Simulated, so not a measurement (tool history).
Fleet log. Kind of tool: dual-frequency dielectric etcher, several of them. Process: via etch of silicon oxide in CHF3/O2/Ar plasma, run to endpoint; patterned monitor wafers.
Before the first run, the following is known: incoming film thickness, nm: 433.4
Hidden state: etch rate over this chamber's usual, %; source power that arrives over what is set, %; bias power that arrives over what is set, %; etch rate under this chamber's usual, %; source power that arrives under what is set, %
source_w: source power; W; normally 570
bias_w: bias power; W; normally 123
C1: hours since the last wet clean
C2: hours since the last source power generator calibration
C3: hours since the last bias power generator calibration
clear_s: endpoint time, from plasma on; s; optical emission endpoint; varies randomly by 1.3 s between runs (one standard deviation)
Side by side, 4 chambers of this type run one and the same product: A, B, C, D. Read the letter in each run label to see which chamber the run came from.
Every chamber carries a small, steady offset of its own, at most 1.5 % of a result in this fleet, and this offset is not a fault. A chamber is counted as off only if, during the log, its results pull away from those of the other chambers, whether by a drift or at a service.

{"run": "1C", "hour": 7.8, "source_w": 570, "bias_w": 123, "C1": 221.3, "C2": 2526.0, "C3": 2641.7, "clear_s": 252.78}
{"run": "2A", "hour": 15.0, "source_w": 570, "bias_w": 123, "C1": 243.4, "C2": 2509.2, "C3": 895.5, "clear_s": 254.66}
{"run": "3B", "hour": 27.0, "source_w": 570, "bias_w": 123, "C1": 156.6, "C2": 1588.2, "C3": 170.0, "clear_s": 252.3}
{"hour": 27.3, "done": "chamber D: source power generator calibrated"}
{"run": "4D", "hour": 38.2, "source_w": 570, "bias_w": 123, "C1": 670.2, "C2": 10.9, "C3": 1115.5, "clear_s": 257.3}
{"run": "5C", "hour": 43.7, "source_w": 570, "bias_w": 123, "C1": 257.2, "C2": 2561.9, "C3": 2677.6, "clear_s": 251.72}
{"run": "6D", "hour": 55.7, "source_w": 570, "bias_w": 123, "C1": 687.7, "C2": 28.4, "C3": 1133.0, "clear_s": 254.78}
{"run": "7A", "hour": 62.7, "source_w": 570, "bias_w": 123, "C1": 291.1, "C2": 2556.9, "C3": 943.2, "clear_s": 256.06}
{"run": "8B", "hour": 72.7, "source_w": 570, "bias_w": 123, "C1": 202.3, "C2": 1633.9, "C3": 215.7, "clear_s": 249.42}
{"hour": 74.1, "done": "chamber D: wet clean of the chamber"}
{"run": "9D", "hour": 81.8, "source_w": 570, "bias_w": 123, "C1": 7.7, "C2": 54.5, "C3": 1159.1, "clear_s": 255.6}
{"run": "10B", "hour": 93.8, "source_w": 570, "bias_w": 123, "C1": 223.4, "C2": 1655.0, "C3": 236.8, "clear_s": 249.25}
{"run": "11A", "hour": 102.5, "source_w": 680, "bias_w": 137, "C1": 330.9, "C2": 2596.7, "C3": 983.0, "clear_s": 229.98}
{"run": "12C", "hour": 107.8, "source_w": 680, "bias_w": 137, "C1": 321.3, "C2": 2626.0, "C3": 2741.7, "clear_s": 227.39}
{"run": "13B", "hour": 116.7, "source_w": 680, "bias_w": 137, "C1": 246.3, "C2": 1677.9, "C3": 259.7, "clear_s": 224.27}
{"run": "14D", "hour": 124.8, "source_w": 680, "bias_w": 137, "C1": 50.7, "C2": 97.5, "C3": 1202.1, "clear_s": 230.94}
{"run": "15A", "hour": 133.4, "source_w": 570, "bias_w": 123, "C1": 361.8, "C2": 2627.6, "C3": 1013.9, "clear_s": 253.62}
{"run": "16C", "hour": 138.7, "source_w": 570, "bias_w": 123, "C1": 352.2, "C2": 2656.9, "C3": 2772.6, "clear_s": 253.29}
{"hour": 141.1, "done": "chamber A: wet clean of the chamber"}
{"run": "17A", "hour": 149.0, "source_w": 570, "bias_w": 123, "C1": 7.9, "C2": 2643.2, "C3": 1029.5, "clear_s": 255.11}
{"hour": 149.1, "done": "chamber C: wet clean of the chamber"}
{"run": "18B", "hour": 158.6, "source_w": 570, "bias_w": 123, "C1": 288.2, "C2": 1719.8, "C3": 301.6, "clear_s": 246.07}
{"hour": 165.8, "done": "chamber A: source power generator calibrated"}
{"run": "19C", "hour": 167.8, "source_w": 570, "bias_w": 123, "C1": 18.7, "C2": 2686.0, "C3": 2801.7, "clear_s": 252.26}
{"hour": 169.3, "done": "chamber C: source power generator calibrated"}
{"run": "20D", "hour": 178.1, "source_w": 570, "bias_w": 123, "C1": 104.0, "C2": 150.8, "C3": 1255.4, "clear_s": 253.45}
{"run": "21C", "hour": 185.1, "source_w": 570, "bias_w": 123, "C1": 36.0, "C2": 15.8, "C3": 2819.0, "clear_s": 252.24}
{"run": "22A", "hour": 194.0, "source_w": 570, "bias_w": 123, "C1": 52.9, "C2": 28.3, "C3": 1074.5, "clear_s": 253.25}
{"run": "23B", "hour": 201.2, "source_w": 570, "bias_w": 123, "C1": 330.8, "C2": 1762.4, "C3": 344.2, "clear_s": 243.75}
{"run": "24D", "hour": 207.3, "source_w": 570, "bias_w": 123, "C1": 133.2, "C2": 180.0, "C3": 1284.6, "clear_s": 254.87}
{"run": "25A", "hour": 216.9, "source_w": 570, "bias_w": 123, "C1": 75.8, "C2": 51.2, "C3": 1097.4, "clear_s": 252.72}
{"run": "26D", "hour": 225.9, "source_w": 570, "bias_w": 123, "C1": 151.8, "C2": 198.6, "C3": 1303.2, "clear_s": 256.44}
{"run": "27B", "hour": 234.8, "source_w": 570, "bias_w": 123, "C1": 364.4, "C2": 1796.0, "C3": 377.8, "clear_s": 241.69}
{"run": "28C", "hour": 245.3, "source_w": 570, "bias_w": 123, "C1": 96.2, "C2": 76.0, "C3": 2879.2, "clear_s": 253.04}

One chamber off, gauge drift, or nothing amiss beyond the chambers' own small offsets? If it is a chamber, which one, and what is the likeliest cause?

It is chamber B that slowly wanders off from its peers.
Cause: etch rate over this chamber's usual, % = 4.43.

Chamber B could run next with any of the 4 candidate recipes listed below; each alters the usual settings, and their results appear as question marks. Which one brings its results back in line with what the other chambers deliver on the usual settings?
In-line tolerance around the mean of the other chambers on the usual settings: clear_s 4.50 s
{"run": "29B-1", "hour": 254.0, "source_w": 590, "bias_w": 126, "clear_s": "?"}
{"run": "29B-2", "hour": 254.0, "source_w": 620, "bias_w": 131, "clear_s": "?"}
{"run": "29B-3", "hour": 254.0, "source_w": 570, "bias_w": 116, "clear_s": "?"}
{"run": "29B-4", "hour": 254.0, "source_w": 570, "bias_w": 102, "clear_s": "?"}

What the other chambers average on the usual settings: clear_s 254.34 s
run=29B-1 clear_s=236.62
run=29B-2 clear_s=229.33
run=29B-3 clear_s=245.94
run=29B-4 clear_s=255.50
29B-4 is the one that brings the chamber's results back in line with the other chambers.
